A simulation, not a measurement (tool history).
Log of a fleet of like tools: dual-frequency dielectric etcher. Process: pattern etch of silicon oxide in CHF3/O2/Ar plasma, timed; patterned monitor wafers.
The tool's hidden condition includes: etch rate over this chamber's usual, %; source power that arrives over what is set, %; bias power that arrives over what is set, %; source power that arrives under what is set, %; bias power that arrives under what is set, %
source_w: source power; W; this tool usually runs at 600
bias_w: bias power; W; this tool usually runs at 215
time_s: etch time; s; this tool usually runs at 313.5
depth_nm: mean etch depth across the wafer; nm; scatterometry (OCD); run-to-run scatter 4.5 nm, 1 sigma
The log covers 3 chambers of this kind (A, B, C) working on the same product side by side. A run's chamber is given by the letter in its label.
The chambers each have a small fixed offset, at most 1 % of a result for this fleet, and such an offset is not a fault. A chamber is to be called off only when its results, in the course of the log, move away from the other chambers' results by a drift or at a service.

run	hour	source_w	bias_w	time_s	hours since the last wet clean	hours since the last source power generator calibration	hours since the last bias power generator calibration	read-back reference wafer on the same gauge, depth_nm	depth_nm
1A	8.3	600	215	313.5	208.5	393.6	1994.2	730.96	657.53
2B	18.8	600	215	313.5	282.8	2134.9	2257.9	731.12	664.33
3C	30.7	600	215	313.5	491.7	2146.3	3459	730.36	649.78
4B	41.4	600	215	313.5	305.4	2157.5	2280.5	731.53	668.44
5A	50.8	600	215	313.5	251	436.1	2036.7	731.25	662.82
6C	61.8	600	215	313.5	522.8	2177.4	3490.1	730.7	642.55
7B	70.7	600	263	275	334.7	2186.8	2309.8	731.2	626.17
# hour 75.7: chamber C: wet clean of the chamber
8A	82.5	600	263	275	282.7	467.8	2068.4	731.6	627.72
9C	90.1	600	263	275	14.5	2205.7	3518.4	730.83	610.43
10A	98.4	600	215	313.5	298.6	483.7	2084.3	730.49	658.11
11C	110.2	600	215	313.5	34.6	2225.8	3538.5	732.52	649.66
12B	115.7	600	215	313.5	379.7	2231.8	2354.8	731.25	667.81
13B	127.5	600	215	313.5	391.5	2243.6	2366.6	731.21	677.34
14C	138.7	600	215	313.5	63.1	2254.3	3567	731.01	643.45
15A	148	600	215	313.5	348.2	533.3	2133.9	731.14	652.32
16A	157.7	600	215	313.5	357.9	543	2143.6	731.57	649.68
17C	168.6	600	215	313.5	93	2284.2	3596.9	731.79	643.5
18B	178	600	215	313.5	442	2294.1	2417.1	730.52	678.38
19C	185	600	215	313.5	109.4	2300.6	3613.3	731.13	654.13
20B	195.4	740	188	313.5	459.4	2311.5	2434.5	731	701.85
21A	206.2	740	188	313.5	406.4	591.5	2192.1	730.85	687.49
22A	212.2	740	188	313.5	412.4	597.5	2198.1	731.27	678.38
23C	222.1	600	215	313.5	146.5	2337.7	3650.4	731.04	652.84
24B	231.5	600	215	313.5	495.5	2347.6	2470.6	731.17	676.43
25C	238.5	600	215	313.5	162.9	2354.1	3666.8	729.69	650.12
26B	250.4	600	215	313.5	514.4	2366.5	2489.5	731.6	687.23
27A	258.9	600	215	313.5	459.1	644.2	2244.8	731.6	656.13
28C	266.6	600	215	313.5	191	2382.2	3694.9	731.41	652.54
29A	276.1	600	215	313.5	476.3	661.4	2262	729.84	661.66
# hour 283.4: chamber B: bias power generator calibrated
30B	284.9	600	215	313.5	548.9	2401	1.5	729.55	685.88
31A	294.9	600	242	388.5	495.1	680.2	2280.8	730.9	838.72
32B	302.7	600	242	388.5	566.7	2418.8	19.3	731.57	886.28
33C	313	600	242	388.5	237.4	2428.6	3741.3	731.83	838.5
34C	319.9	600	215	313.5	244.3	2435.5	3748.2	731.51	648.6

Predict what each chamber gives when all 3 of them run the settings below next.
35A	328.8	670	215	313.5					?
35B	328.8	670	215	313.5					?
35C	328.8	670	215	313.5					?

run	depth_nm
35A	692.34
35B	725.51
35C	681.91
